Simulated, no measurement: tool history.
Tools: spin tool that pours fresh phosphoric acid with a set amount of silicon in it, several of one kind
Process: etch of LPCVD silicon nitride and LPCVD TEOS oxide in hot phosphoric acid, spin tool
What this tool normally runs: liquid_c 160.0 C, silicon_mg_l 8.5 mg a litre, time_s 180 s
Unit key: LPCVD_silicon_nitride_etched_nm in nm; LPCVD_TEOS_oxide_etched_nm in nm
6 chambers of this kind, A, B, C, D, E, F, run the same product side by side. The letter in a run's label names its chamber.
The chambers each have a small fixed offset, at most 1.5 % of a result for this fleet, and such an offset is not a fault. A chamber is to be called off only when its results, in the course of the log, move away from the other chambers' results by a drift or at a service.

run,hour,liquid_c,silicon_mg_l,time_s,hours since the thermometer was replaced,hours since the dissolved silicon flow meter was replaced,hours since the heated supply line was repaired,"read-back film thickness of the LPCVD silicon nitride reference wafer, read on the same gauge (nm)","read-back film thickness of the LPCVD TEOS oxide reference wafer, read on the same gauge (nm)",LPCVD_silicon_nitride_etched_nm,LPCVD_TEOS_oxide_etched_nm
1E,10.3,160.0,8.5,180,1105.0,754.2,3096.1,40.001,109.97,15.910,0.70012
2C,15.1,160.0,8.5,180,519.9,182.0,311.5,40.023,110.02,15.948,0.68430
3B,20.9,160.0,8.5,180,85.4,109.5,125.6,39.944,110.01,15.931,0.73261
# hour 24.1: chamber D: dissolved silicon flow meter replaced
# hour 27.0: chamber A: heated supply line repaired
4A,27.6,160.0,8.5,180,918.2,580.5,0.6,39.989,110.02,15.712,0.64860
5D,35.5,160.0,8.5,180,880.5,11.5,579.5,39.982,110.00,15.942,0.71981
6F,41.3,160.0,8.5,180,347.7,341.5,447.3,39.997,110.03,15.980,0.67302
7E,46.0,160.0,8.5,180,1140.7,789.9,3131.8,39.986,110.02,15.823,0.63587
8A,50.7,160.0,8.5,180,941.3,603.6,23.7,40.002,110.02,15.822,0.69323
9C,59.6,160.0,4.0,180,564.4,226.5,356.0,39.960,109.98,16.117,0.73428
# hour 60.2: chamber E: dissolved silicon flow meter replaced
10F,67.8,160.0,4.0,180,374.2,368.0,473.8,39.999,110.04,16.090,0.76650
11D,73.7,160.0,4.0,180,918.7,49.7,617.7,39.976,110.05,15.778,0.68272
12B,78.7,160.0,4.0,180,143.2,167.3,183.4,40.008,110.03,15.752,0.71998
13D,85.5,160.0,4.0,180,930.5,61.5,629.5,40.004,110.01,15.814,0.72176
14C,93.1,160.0,4.0,180,597.9,260.0,389.5,39.988,109.99,16.029,0.76912
15B,98.0,160.0,8.5,180,162.5,186.6,202.7,40.008,110.00,16.042,0.70627
16F,108.1,160.0,8.5,180,414.5,408.3,514.1,39.981,110.03,15.841,0.67891
17A,114.7,158.0,11.5,180,1005.3,667.6,87.7,40.019,110.05,14.779,0.55741
18E,121.3,158.0,11.5,180,1216.0,61.2,3207.1,40.026,109.92,14.901,0.56491
19A,128.3,158.0,11.5,180,1018.9,681.2,101.3,39.990,109.98,14.804,0.53808
20B,138.5,158.0,11.5,180,203.0,227.1,243.2,40.005,110.02,14.933,0.52888
21C,143.9,158.0,11.5,180,648.7,310.8,440.3,39.991,109.99,15.011,0.52467
22E,148.4,158.0,11.5,180,1243.1,88.3,3234.2,39.988,110.01,14.922,0.56620
23F,153.1,160.0,8.5,180,459.5,453.3,559.1,40.002,109.99,15.971,0.61481
24D,162.2,160.0,8.5,180,1007.2,138.2,706.2,40.001,109.97,15.738,0.68474
25C,167.5,160.0,15.5,180,672.3,334.4,463.9,39.996,110.01,16.067,0.52764
26D,175.9,160.0,15.5,180,1020.9,151.9,719.9,39.980,110.03,15.905,0.59416
27E,184.1,160.0,15.5,180,1278.8,124.0,3269.9,40.020,110.08,16.060,0.64670
28A,194.2,160.0,15.5,180,1084.8,747.1,167.2,39.976,109.98,15.742,0.57173
29B,200.6,160.0,15.5,180,265.1,289.2,305.3,40.020,109.99,15.841,0.57286
30F,209.8,160.0,15.5,180,516.2,510.0,615.8,40.021,110.01,15.761,0.50092
31B,217.0,160.0,8.5,180,281.5,305.6,321.7,40.018,109.95,15.744,0.69777
32D,227.2,160.0,8.5,180,1072.2,203.2,771.2,40.017,109.94,15.885,0.66449
33F,236.2,160.0,5.5,180,542.6,536.4,642.2,40.027,109.98,16.042,0.66002
34A,243.3,160.0,5.5,180,1133.9,796.2,216.3,40.008,110.04,15.744,0.66498
35C,248.0,160.0,5.5,180,752.8,414.9,544.4,39.994,110.02,16.035,0.71748
36E,256.2,160.0,5.5,180,1350.9,196.1,3342.0,39.987,109.94,15.860,0.73378

Is one chamber out of step, is the gauge drifting, or do the chambers differ by no more than their own small offsets? For an off chamber, give its letter and the likeliest cause.

Nothing is wrong: each chamber keeps only its own small, steady offset and the gauge holds still.
